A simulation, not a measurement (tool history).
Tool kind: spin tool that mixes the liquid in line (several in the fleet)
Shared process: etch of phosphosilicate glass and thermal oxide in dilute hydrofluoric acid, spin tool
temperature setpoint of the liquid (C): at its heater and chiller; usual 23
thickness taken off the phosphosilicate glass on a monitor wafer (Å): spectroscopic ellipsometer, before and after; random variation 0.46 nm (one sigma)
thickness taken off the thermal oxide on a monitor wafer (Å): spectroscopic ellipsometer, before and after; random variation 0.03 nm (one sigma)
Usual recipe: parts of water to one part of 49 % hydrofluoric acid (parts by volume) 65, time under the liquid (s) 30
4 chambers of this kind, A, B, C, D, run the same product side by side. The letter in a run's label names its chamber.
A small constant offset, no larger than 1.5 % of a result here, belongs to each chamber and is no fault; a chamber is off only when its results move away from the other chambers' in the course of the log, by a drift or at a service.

| run | day | temperature setpoint of the liquid (C) | parts of water to one part of 49 % hydrofluoric acid (parts by volume) | time under the liquid (s) | read-back film thickness of the phosphosilicate glass reference wafer, read on the same gauge (nm) | read-back film thickness of the thermal oxide reference wafer, read on the same gauge (nm) | thickness taken off the phosphosilicate glass on a monitor wafer (Å) | thickness taken off the thermal oxide on a monitor wafer (Å) |
|---|---|---|---|---|---|---|---|---|
| 1A | 0.221 | 23 | 65 | 30 | 30.055 | 69.994 | 511.27 | 21.134 |
| 2D | 0.654 | 23 | 65 | 30 | 29.999 | 70.008 | 509.38 | 21.059 |
| 3C | 1.071 | 23 | 65 | 30 | 30.013 | 69.984 | 510.75 | 21.25 |
| 4B | 1.35 | 23 | 65 | 30 | 29.984 | 69.99 | 496.04 | 21.333 |
| 5C | 1.754 | 23 | 65 | 30 | 29.98 | 69.994 | 512.55 | 21.316 |
| 6D | 2.042 | 23 | 65 | 30 | 29.948 | 70.014 | 505.05 | 21.652 |
| 7B | 2.325 | 23 | 65 | 30 | 30.013 | 69.967 | 503.74 | 21.48 |
| 8A | 2.771 | 23 | 65 | 30 | 29.99 | 70.005 | 505.05 | 21.69 |
| 9D | 3.204 | 18 | 75 | 30 | 29.991 | 70.017 | 348.85 | 14.987 |
| 10B | 3.425 | 18 | 75 | 30 | 29.998 | 69.955 | 347.57 | 15.09 |
| 11A | 3.704 | 18 | 75 | 30 | 30.01 | 70.007 | 346.16 | 15.031 |
| 12C | 4.062 | 18 | 75 | 30 | 29.99 | 70.046 | 357.33 | 15.047 |
| 13D | 4.375 | 23 | 65 | 30 | 30.015 | 69.974 | 507.77 | 21.162 |
| 14C | 4.617 | 23 | 65 | 30 | 29.998 | 69.968 | 510.57 | 21.548 |
| 15B | 4.867 | 23 | 65 | 30 | 29.966 | 70.024 | 497.66 | 21.408 |
| 16A | 5.196 | 23 | 65 | 30 | 29.96 | 70.025 | 505.98 | 21.398 |
| 17B | 5.571 | 23 | 65 | 15 | 29.991 | 69.994 | 250.54 | 10.666 |
| 18C | 5.908 | 23 | 65 | 15 | 29.996 | 69.991 | 256.24 | 10.817 |
| 19D | 6.117 | 23 | 65 | 15 | 29.987 | 69.975 | 252.67 | 10.597 |
| 20A | 6.329 | 23 | 65 | 15 | 30.009 | 70.038 | 253.3 | 10.771 |
| 21B | 6.65 | 23 | 45 | 50 | 29.982 | 70.003 | 1229.2 | 54.973 |
| 22A | 7.038 | 23 | 45 | 50 | 30.003 | 69.99 | 1269.9 | 52.666 |
| 23D | 7.308 | 23 | 45 | 50 | 29.946 | 69.997 | 1245.8 | 52.776 |
| 24C | 7.517 | 23 | 45 | 50 | 29.99 | 69.988 | 1271.1 | 53.233 |
| 25C | 7.846 | 23 | 65 | 30 | 30.025 | 69.983 | 512.08 | 22.28 |
| 26B | 8.271 | 21.5 | 65 | 30 | 29.999 | 70.001 | 468.43 | 20.187 |
| 27D | 8.588 | 21.5 | 65 | 30 | 30.02 | 69.993 | 471.04 | 20.22 |
| 28A | 8.788 | 21.5 | 65 | 30 | 29.973 | 69.96 | 477.29 | 20.267 |
|  | 8.804 | chamber C: thermometer replaced |
| 29C | 9.042 | 21.5 | 65 | 30 | 30.009 | 69.985 | 473.73 | 20.362 |

Each of the 4 chambers runs these same settings next. Fill in every chamber's results:
| 30A | 9.362 | 23 | 75 | 30 |  |  | ? | ? |
| 30B | 9.362 | 23 | 75 | 30 |  |  | ? | ? |
| 30C | 9.362 | 23 | 75 | 30 |  |  | ? | ? |
| 30D | 9.362 | 23 | 75 | 30 |  |  | ? | ? |

| run | thickness taken off the phosphosilicate glass on a monitor wafer (Å) | thickness taken off the thermal oxide on a monitor wafer (Å) |
|---|---|---|
| 30A | 434.23 | 18.27 |
| 30B | 425.4 | 18.551 |
| 30C | 429.68 | 18.672 |
| 30D | 432.88 | 18.142 |

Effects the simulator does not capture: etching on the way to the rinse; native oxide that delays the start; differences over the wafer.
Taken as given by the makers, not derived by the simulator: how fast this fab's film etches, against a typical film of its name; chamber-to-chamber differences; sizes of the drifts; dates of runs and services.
